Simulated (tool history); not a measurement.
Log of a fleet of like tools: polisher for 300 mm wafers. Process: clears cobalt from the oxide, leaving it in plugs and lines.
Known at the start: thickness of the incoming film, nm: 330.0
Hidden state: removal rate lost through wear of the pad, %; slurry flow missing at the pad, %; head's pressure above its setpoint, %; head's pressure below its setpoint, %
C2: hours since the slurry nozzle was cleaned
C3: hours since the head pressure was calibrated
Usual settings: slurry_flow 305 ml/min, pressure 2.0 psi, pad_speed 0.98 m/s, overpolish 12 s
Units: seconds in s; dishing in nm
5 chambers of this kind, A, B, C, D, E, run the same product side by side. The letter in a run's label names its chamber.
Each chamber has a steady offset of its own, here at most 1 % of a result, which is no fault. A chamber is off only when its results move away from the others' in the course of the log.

run 1D hour=2.0 | slurry_flow=305 pressure=2.0 pad_speed=0.98 overpolish=12 | wafers_polished_on_this_pad=172 C2=862.4 C3=239.3 | seconds=71.211 dishing=19.742
run 2C hour=4.9 | slurry_flow=305 pressure=2.0 pad_speed=0.98 overpolish=12 | wafers_polished_on_this_pad=1017 C2=365.6 C3=847.1 | seconds=71.739 dishing=19.454
-- hour=5.2 chamber E: worn pad replaced by a new one
run 3E hour=8.2 | slurry_flow=305 pressure=2.0 pad_speed=0.98 overpolish=12 | wafers_polished_on_this_pad=34 C2=338.2 C3=144.0 | seconds=71.362 dishing=20.046
run 4B hour=10.3 | slurry_flow=305 pressure=2.0 pad_speed=0.98 overpolish=12 | wafers_polished_on_this_pad=131 C2=562.1 C3=1178.6 | seconds=71.032 dishing=19.860
-- hour=13.8 chamber A: worn pad replaced by a new one
run 5A hour=14.4 | slurry_flow=305 pressure=2.0 pad_speed=0.98 overpolish=12 | wafers_polished_on_this_pad=7 C2=111.5 C3=434.4 | seconds=70.598 dishing=19.775
-- hour=15.0 chamber C: worn pad replaced by a new one
run 6B hour=17.9 | slurry_flow=305 pressure=2.0 pad_speed=0.98 overpolish=12 | wafers_polished_on_this_pad=217 C2=569.7 C3=1186.2 | seconds=69.519 dishing=19.664
-- hour=18.1 chamber D: slurry nozzle cleaned
run 7C hour=21.6 | slurry_flow=305 pressure=2.0 pad_speed=0.98 overpolish=12 | wafers_polished_on_this_pad=75 C2=382.3 C3=863.8 | seconds=71.475 dishing=19.775
run 8E hour=25.4 | slurry_flow=305 pressure=2.0 pad_speed=0.98 overpolish=6 | wafers_polished_on_this_pad=228 C2=355.4 C3=161.2 | seconds=71.443 dishing=15.321
run 9A hour=28.2 | slurry_flow=305 pressure=2.0 pad_speed=0.98 overpolish=6 | wafers_polished_on_this_pad=163 C2=125.3 C3=448.2 | seconds=70.661 dishing=15.546
-- hour=29.0 chamber C: slurry nozzle cleaned
run 10D hour=31.1 | slurry_flow=305 pressure=2.0 pad_speed=0.98 overpolish=6 | wafers_polished_on_this_pad=502 C2=13.1 C3=268.4 | seconds=69.285 dishing=15.401
run 11D hour=33.3 | slurry_flow=305 pressure=2.0 pad_speed=0.98 overpolish=6 | wafers_polished_on_this_pad=527 C2=15.3 C3=270.6 | seconds=70.880 dishing=15.609
run 12E hour=36.7 | slurry_flow=305 pressure=2.0 pad_speed=0.98 overpolish=6 | wafers_polished_on_this_pad=356 C2=366.7 C3=172.5 | seconds=71.383 dishing=15.395
run 13C hour=40.6 | slurry_flow=305 pressure=2.0 pad_speed=0.98 overpolish=12 | wafers_polished_on_this_pad=290 C2=11.7 C3=882.8 | seconds=73.573 dishing=19.685
-- hour=43.4 chamber B: head pressure recalibrated
run 14B hour=44.2 | slurry_flow=305 pressure=2.0 pad_speed=0.98 overpolish=12 | wafers_polished_on_this_pad=515 C2=596.0 C3=0.8 | seconds=79.779 dishing=19.386
run 15A hour=48.3 | slurry_flow=305 pressure=2.0 pad_speed=0.98 overpolish=12 | wafers_polished_on_this_pad=391 C2=145.4 C3=468.3 | seconds=72.144 dishing=19.439
-- hour=50.6 chamber E: worn pad replaced by a new one
run 16E hour=51.6 | slurry_flow=305 pressure=2.0 pad_speed=0.98 overpolish=12 | wafers_polished_on_this_pad=11 C2=381.6 C3=187.4 | seconds=72.073 dishing=19.824
run 17B hour=53.7 | slurry_flow=305 pressure=2.0 pad_speed=0.98 overpolish=12 | wafers_polished_on_this_pad=623 C2=605.5 C3=10.3 | seconds=78.032 dishing=19.173
run 18D hour=56.3 | slurry_flow=305 pressure=2.0 pad_speed=0.98 overpolish=12 | wafers_polished_on_this_pad=787 C2=38.3 C3=293.6 | seconds=72.235 dishing=19.716
run 19C hour=60.3 | slurry_flow=305 pressure=2.0 pad_speed=0.98 overpolish=12 | wafers_polished_on_this_pad=513 C2=31.4 C3=902.5 | seconds=72.204 dishing=19.830
run 20A hour=62.2 | slurry_flow=305 pressure=2.0 pad_speed=0.98 overpolish=12 | wafers_polished_on_this_pad=548 C2=159.3 C3=482.2 | seconds=69.745 dishing=19.994
run 21E hour=64.2 | slurry_flow=305 pressure=2.0 pad_speed=0.98 overpolish=12 | wafers_polished_on_this_pad=154 C2=394.2 C3=200.0 | seconds=69.770 dishing=19.642
run 22B hour=66.6 | slurry_flow=305 pressure=2.0 pad_speed=0.98 overpolish=12 | wafers_polished_on_this_pad=769 C2=618.4 C3=23.2 | seconds=77.907 dishing=19.269
run 23C hour=69.9 | slurry_flow=305 pressure=1.7 pad_speed=0.98 overpolish=8 | wafers_polished_on_this_pad=621 C2=41.0 C3=912.1 | seconds=83.583 dishing=16.545
run 24D hour=73.6 | slurry_flow=305 pressure=1.7 pad_speed=0.98 overpolish=8 | wafers_polished_on_this_pad=983 C2=55.6 C3=310.9 | seconds=85.194 dishing=16.422
run 25A hour=75.8 | slurry_flow=305 pressure=1.7 pad_speed=0.98 overpolish=8 | wafers_polished_on_this_pad=702 C2=172.9 C3=495.8 | seconds=83.412 dishing=16.260
run 26E hour=77.8 | slurry_flow=305 pressure=1.7 pad_speed=0.98 overpolish=8 | wafers_polished_on_this_pad=308 C2=407.8 C3=213.6 | seconds=83.246 dishing=16.830
-- hour=78.9 chamber D: worn pad replaced by a new one
-- hour=79.8 chamber A: worn pad replaced by a new one
run 27B hour=81.2 | slurry_flow=305 pressure=1.7 pad_speed=0.98 overpolish=8 | wafers_polished_on_this_pad=934 C2=633.0 C3=37.8 | seconds=93.207 dishing=16.052
run 28D hour=84.6 | slurry_flow=305 pressure=2.0 pad_speed=0.98 overpolish=12 | wafers_polished_on_this_pad=64 C2=66.6 C3=321.9 | seconds=69.320 dishing=19.490
run 29C hour=87.6 | slurry_flow=305 pressure=2.0 pad_speed=0.98 overpolish=12 | wafers_polished_on_this_pad=822 C2=58.7 C3=929.8 | seconds=70.218 dishing=19.802
run 30A hour=89.6 | slurry_flow=305 pressure=2.0 pad_speed=0.98 overpolish=12 | wafers_polished_on_this_pad=112 C2=186.7 C3=509.6 | seconds=71.177 dishing=19.274
run 31D hour=93.3 | slurry_flow=305 pressure=2.0 pad_speed=0.98 overpolish=12 | wafers_polished_on_this_pad=163 C2=75.3 C3=330.6 | seconds=69.325 dishing=19.892
run 32B hour=95.4 | slurry_flow=305 pressure=2.0 pad_speed=0.98 overpolish=12 | wafers_polished_on_this_pad=1095 C2=647.2 C3=52.0 | seconds=79.618 dishing=19.579
run 33A hour=99.1 | slurry_flow=305 pressure=2.0 pad_speed=0.98 overpolish=12 | wafers_polished_on_this_pad=219 C2=196.2 C3=519.1 | seconds=69.504 dishing=19.331
run 34C hour=102.2 | slurry_flow=305 pressure=2.0 pad_speed=0.98 overpolish=12 | wafers_polished_on_this_pad=987 C2=73.3 C3=944.4 | seconds=70.922 dishing=19.248
-- hour=102.5 chamber C: worn pad replaced by a new one
-- hour=103.5 chamber E: worn pad replaced by a new one
run 35E hour=104.9 | slurry_flow=305 pressure=2.0 pad_speed=0.98 overpolish=12 | wafers_polished_on_this_pad=16 C2=434.9 C3=240.7 | seconds=71.146 dishing=19.335
-- hour=106.5 chamber B: slurry nozzle cleaned
run 36A hour=107.5 | slurry_flow=305 pressure=2.0 pad_speed=0.98 overpolish=12 | wafers_polished_on_this_pad=314 C2=204.6 C3=527.5 | seconds=71.700 dishing=19.520
run 37E hour=110.5 | slurry_flow=305 pressure=2.0 pad_speed=0.98 overpolish=12 | wafers_polished_on_this_pad=80 C2=440.5 C3=246.3 | seconds=70.134 dishing=19.910
run 38C hour=112.8 | slurry_flow=305 pressure=2.0 pad_speed=0.98 overpolish=12 | wafers_polished_on_this_pad=117 C2=83.9 C3=955.0 | seconds=70.018 dishing=19.889
run 39B hour=116.0 | slurry_flow=305 pressure=2.0 pad_speed=0.98 overpolish=12 | wafers_polished_on_this_pad=1328 C2=9.6 C3=72.6 | seconds=76.212 dishing=19.325
run 40D hour=118.2 | slurry_flow=305 pressure=2.0 pad_speed=0.98 overpolish=12 | wafers_polished_on_this_pad=445 C2=100.2 C3=355.5 | seconds=69.959 dishing=19.817
run 41E hour=121.8 | slurry_flow=305 pressure=2.0 pad_speed=0.98 overpolish=12 | wafers_polished_on_this_pad=208 C2=451.8 C3=257.6 | seconds=72.083 dishing=19.631
run 42B hour=124.9 | slurry_flow=305 pressure=2.0 pad_speed=0.98 overpolish=12 | wafers_polished_on_this_pad=1429 C2=18.5 C3=81.5 | seconds=78.678 dishing=18.971
run 43C hour=128.0 | slurry_flow=305 pressure=2.0 pad_speed=1.26 overpolish=9 | wafers_polished_on_this_pad=289 C2=99.1 C3=970.2 | seconds=54.204 dishing=20.005

All 5 chambers run these settings next. Forecast each chamber's results:
run 44A hour=131.0 | slurry_flow=305 pressure=2.0 pad_speed=0.98 overpolish=12 | seconds=? dishing=?
run 44B hour=131.0 | slurry_flow=305 pressure=2.0 pad_speed=0.98 overpolish=12 | seconds=? dishing=?
run 44C hour=131.0 | slurry_flow=305 pressure=2.0 pad_speed=0.98 overpolish=12 | seconds=? dishing=?
run 44D hour=131.0 | slurry_flow=305 pressure=2.0 pad_speed=0.98 overpolish=12 | seconds=? dishing=?
run 44E hour=131.0 | slurry_flow=305 pressure=2.0 pad_speed=0.98 overpolish=12 | seconds=? dishing=?

run=44A seconds=71.208 dishing=19.714
run=44B seconds=78.027 dishing=19.754
run=44C seconds=71.100 dishing=19.272
run=44D seconds=71.784 dishing=19.693
run=44E seconds=70.346 dishing=19.823

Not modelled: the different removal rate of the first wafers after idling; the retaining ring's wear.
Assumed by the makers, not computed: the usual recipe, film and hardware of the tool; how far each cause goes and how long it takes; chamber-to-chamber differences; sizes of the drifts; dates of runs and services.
